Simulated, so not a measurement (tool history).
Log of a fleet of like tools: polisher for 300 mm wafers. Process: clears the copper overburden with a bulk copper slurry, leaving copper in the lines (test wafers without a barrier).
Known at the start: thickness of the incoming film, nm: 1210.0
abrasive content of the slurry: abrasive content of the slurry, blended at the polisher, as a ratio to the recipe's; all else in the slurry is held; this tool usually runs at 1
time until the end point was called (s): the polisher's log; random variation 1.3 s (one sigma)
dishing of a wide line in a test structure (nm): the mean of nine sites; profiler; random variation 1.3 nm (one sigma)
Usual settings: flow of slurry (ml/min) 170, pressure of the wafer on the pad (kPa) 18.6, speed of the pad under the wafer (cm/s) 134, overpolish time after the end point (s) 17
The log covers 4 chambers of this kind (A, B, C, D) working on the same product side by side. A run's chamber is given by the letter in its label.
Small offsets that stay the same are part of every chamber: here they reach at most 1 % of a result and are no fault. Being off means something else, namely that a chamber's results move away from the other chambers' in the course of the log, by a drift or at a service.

| run | hour | flow of slurry (ml/min) | pressure of the wafer on the pad (kPa) | speed of the pad under the wafer (cm/s) | abrasive content of the slurry | overpolish time after the end point (s) | wafers polished on this pad | hours since the slurry nozzle was cleaned | hours since the head pressure was calibrated | hours since the slurry blender was calibrated | time until the end point was called (s) | dishing of a wide line in a test structure (nm) |
|---|---|---|---|---|---|---|---|---|---|---|---|---|
|  | 2.5 | chamber B: slurry blender recalibrated |
| 1A | 7.7 | 170 | 18.6 | 134 | 1 | 17 | 970 | 249.6 | 751.4 | 319.3 | 125.69 | 82.902 |
|  | 7.8 | chamber D: slurry blender recalibrated |
| 2C | 15.1 | 170 | 18.6 | 134 | 1 | 17 | 353 | 35.6 | 42.7 | 243.8 | 128.99 | 84.87 |
| 3B | 22.3 | 170 | 18.6 | 134 | 1 | 17 | 680 | 170.9 | 332.6 | 19.9 | 125.66 | 84.863 |
| 4D | 31.5 | 170 | 18.6 | 134 | 1 | 17 | 643 | 106 | 122.6 | 23.7 | 125.34 | 84.304 |
|  | 33.9 | chamber A: worn pad replaced by a new one |
|  | 34.3 | chamber A: slurry blender recalibrated |
| 5D | 38.2 | 170 | 18.6 | 90 | 1 | 17 | 691 | 112.7 | 129.3 | 30.4 | 186.97 | 63.667 |
| 6A | 45.1 | 170 | 18.6 | 90 | 1 | 17 | 79 | 287 | 788.8 | 10.9 | 192.37 | 64.273 |
|  | 48.4 | chamber D: worn pad replaced by a new one |
|  | 49 | chamber C: worn pad replaced by a new one |
| 7B | 50.4 | 170 | 18.6 | 90 | 1 | 17 | 878 | 199 | 360.7 | 48 | 187.67 | 65.468 |
| 8C | 58.5 | 170 | 18.6 | 90 | 1 | 17 | 67 | 79 | 86.1 | 287.2 | 189.56 | 61.888 |
| 9B | 63.5 | 170 | 18.6 | 134 | 1 | 17 | 970 | 212.1 | 373.8 | 61.1 | 126.42 | 84.153 |
| 10A | 70.6 | 170 | 18.6 | 134 | 1 | 17 | 258 | 312.5 | 814.3 | 36.4 | 125.52 | 83.981 |
| 11D | 75.9 | 170 | 18.6 | 134 | 1 | 17 | 194 | 150.4 | 167 | 68.1 | 125.74 | 83.166 |
| 12C | 82.4 | 170 | 18.6 | 134 | 1 | 17 | 236 | 102.9 | 110 | 311.1 | 125.75 | 81.776 |
|  | 86.2 | chamber A: head pressure recalibrated |
| 13A | 86.6 | 170 | 18.6 | 134 | 1 | 17 | 371 | 328.5 | 0.5 | 52.4 | 119.19 | 86.082 |
|  | 89.7 | chamber B: worn pad replaced by a new one |
| 14D | 94.3 | 170 | 18.6 | 134 | 1 | 17 | 323 | 168.8 | 185.4 | 86.5 | 125.76 | 81.29 |
| 15C | 102.8 | 170 | 18.6 | 134 | 1 | 17 | 379 | 123.3 | 130.4 | 331.5 | 127.28 | 84.77 |
| 16B | 109.5 | 170 | 18.6 | 134 | 1 | 24 | 139 | 258.1 | 419.8 | 107.1 | 125.02 | 99.499 |
| 17B | 119.1 | 170 | 18.6 | 134 | 1 | 24 | 207 | 267.7 | 429.4 | 116.7 | 126.44 | 101 |
| 18D | 125.7 | 170 | 18.6 | 134 | 1 | 24 | 545 | 200.2 | 216.8 | 117.9 | 126.74 | 99.245 |
|  | 128.8 | chamber C: worn pad replaced by a new one |
|  | 129.7 | chamber D: slurry blender recalibrated |
| 19C | 130 | 170 | 18.6 | 134 | 1 | 24 | 8 | 150.5 | 157.6 | 358.7 | 126.64 | 103.25 |
| 20A | 135.1 | 170 | 18.6 | 134 | 1 | 17 | 713 | 377 | 49 | 100.9 | 120.58 | 87.189 |
| 21B | 144.1 | 170 | 18.6 | 134 | 1 | 17 | 383 | 292.7 | 454.4 | 141.7 | 125.52 | 85.283 |
| 22C | 152.8 | 170 | 18.6 | 134 | 1 | 17 | 169 | 173.3 | 180.4 | 381.5 | 127.71 | 83.054 |
| 23D | 160 | 170 | 18.6 | 134 | 1.2 | 14 | 787 | 234.5 | 251.1 | 30.3 | 121.9 | 73.184 |
|  | 167.6 | chamber D: worn pad replaced by a new one |
| 24A | 168.9 | 170 | 18.6 | 134 | 1.2 | 14 | 952 | 410.8 | 82.8 | 134.7 | 112.29 | 78.986 |
|  | 170.4 | chamber B: slurry blender recalibrated |
| 25D | 177.2 | 170 | 18.6 | 134 | 1.2 | 14 | 68 | 251.7 | 268.3 | 47.5 | 122.3 | 76.726 |
| 26B | 183.2 | 170 | 18.6 | 134 | 1.2 | 14 | 659 | 331.8 | 493.5 | 12.9 | 121.45 | 78.354 |
| 27A | 190.8 | 170 | 18.6 | 134 | 1 | 17 | 1106 | 432.7 | 104.7 | 156.6 | 115.91 | 87.746 |
| 28C | 197.3 | 170 | 18.6 | 134 | 1 | 17 | 483 | 217.8 | 224.9 | 426 | 124.26 | 81.442 |
|  | 198.4 | chamber A: worn pad replaced by a new one |
| 29A | 203.2 | 170 | 18.6 | 134 | 1 | 17 | 34 | 445.1 | 117.1 | 169 | 115.41 | 86.575 |
| 30B | 211.6 | 170 | 18.6 | 134 | 1 | 17 | 859 | 360.2 | 521.9 | 41.3 | 126.04 | 84.619 |
| 31D | 217.5 | 170 | 18.6 | 134 | 1 | 17 | 352 | 292 | 308.6 | 87.8 | 126.24 | 82.18 |

Which is it: a chamber that has drifted or been left off by a service, a gauge drift common to all chambers, or only each chamber's usual small offset? If a chamber is off, name it and its likeliest cause.

A service on chamber A put it out of line with the rest.
What lies behind it: head's pressure above its setpoint, % = 7.5.

Chamber A could run next with any of the 4 candidate recipes listed below; each alters the usual settings, and their results appear as question marks. Which one brings its results back in line with what the other chambers deliver on the usual settings?
To be in line, a result may differ from the other chambers' mean on the usual settings by at most: time until the end point was called (s) 4.6; dishing of a wide line in a test structure (nm) 4.5
| 32A-1 | 224.4 | 170 | 20 | 144 | 1 | 17 |  |  |  |  | ? | ? |
| 32A-2 | 224.4 | 170 | 17.2 | 126 | 1 | 17 |  |  |  |  | ? | ? |
| 32A-3 | 224.4 | 170 | 19.3 | 138 | 1 | 17 |  |  |  |  | ? | ? |
| 32A-4 | 224.4 | 170 | 17.9 | 130 | 1 | 17 |  |  |  |  | ? | ? |

The other chambers' mean on the usual settings: time until the end point was called (s) 126.71; dishing of a wide line in a test structure (nm) 83.168
| run | time until the end point was called (s) | dishing of a wide line in a test structure (nm) |
|---|---|---|
| 32A-1 | 101.41 | 95.608 |
| 32A-2 | 134.83 | 79.664 |
| 32A-3 | 109.68 | 91.193 |
| 32A-4 | 125.56 | 83.571 |
The right change is 32A-4: it brings the chamber back within the allowed miss of the others.
